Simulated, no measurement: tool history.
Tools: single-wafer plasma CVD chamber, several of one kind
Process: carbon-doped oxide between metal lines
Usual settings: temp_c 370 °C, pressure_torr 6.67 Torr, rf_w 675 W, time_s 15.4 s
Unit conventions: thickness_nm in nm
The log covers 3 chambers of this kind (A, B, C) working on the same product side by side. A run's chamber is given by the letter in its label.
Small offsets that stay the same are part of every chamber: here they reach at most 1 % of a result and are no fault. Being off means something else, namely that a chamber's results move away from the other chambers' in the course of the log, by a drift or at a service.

run   hour  temp_c  pressure_torr  rf_w  time_s  read-back reference wafer on the same gauge, thickness_nm  thickness_nm
       7.8  -- chamber B: capacitance manometer re-zeroed and calibrated
 1A   12.8     370           6.67   675    15.4                                                     112.53        94.608
 2B   23.5     370           6.67   675    15.4                                                     112.53        93.820
 3C   29.7     370           6.67   675    15.4                                                     112.56        93.668
 4A   40.8     370           6.67   675    15.4                                                     112.57        94.600
 5C   48.5     370           6.67   675    15.4                                                     112.60        93.671
 6B   58.0     370           6.67   675    15.4                                                     112.64        94.071
 7C   69.7     370           6.67   675    15.4                                                     112.66        93.734
 8B   82.7     370           6.67   675    15.4                                                     112.62        93.864
 9A   92.9     370           6.67   675    15.4                                                     112.74        94.615
10A  100.3     370           6.67   675    15.4                                                     112.72        94.873
11C  112.8     370           6.67   675    15.4                                                     112.73        93.984
12B  124.1     370           6.67   675    15.4                                                     112.80        94.105
13C  134.0     370           6.67   675    15.4                                                     112.78        93.734
14A  143.9     370           6.67   675    15.4                                                     112.75        94.624
15B  150.2     370           6.67   675    15.4                                                     112.81        94.406
16A  156.5     370           6.67   675    15.4                                                     112.84        94.941
17B  162.6     370           6.67   675    15.4                                                     112.82        94.117
18C  168.7     370           6.67   585    15.4                                                     112.80        86.194
19B  174.9     370           6.67   585    15.4                                                     112.88        86.537
20C  188.2     370           6.67   585    15.4                                                     112.90        86.261
21A  199.4     370           6.67   675    15.4                                                     112.87        95.161
22B  208.2     370           6.67   675    15.4                                                     112.90        94.263
23C  220.6     370           6.67   675    15.4                                                     112.95        93.713
24A  227.6     370           6.67   675    15.4                                                     112.95        94.887
25A  240.9     370           6.67   675    15.4                                                     112.94        94.819
26B  249.6     370           6.67   675    15.4                                                     113.04        94.183
27C  257.3     370           6.67   675    15.4                                                     113.07        93.812
     264.1  -- chamber A: thermocouple changed; heater temperature recalibrated
28A  267.7     370           6.67   675    15.4                                                     113.05        94.909
29C  279.6     370           6.67   675    15.4                                                     113.02        94.060
30B  288.9     370           6.67   675    17.7                                                     113.07       108.030
31A  294.8     370           6.67   675    17.7                                                     113.15       108.980
32C  307.9     370           6.67   675    17.7                                                     113.09       107.860
33B  321.2     370           6.67   675    15.4                                                     113.15        94.408
34B  334.0     370           6.67   675    15.4                                                     113.19        94.348

All chambers now run identical settings, listed one chamber a line with results as question marks. What results will each chamber show?
35A  343.5     370           6.67   675    15.4                                                                        ?
35B  343.5     370           6.67   675    15.4                                                                        ?
35C  343.5     370           6.67   675    15.4                                                                        ?

run  thickness_nm
35A        95.077
35B        94.654
35C        93.924
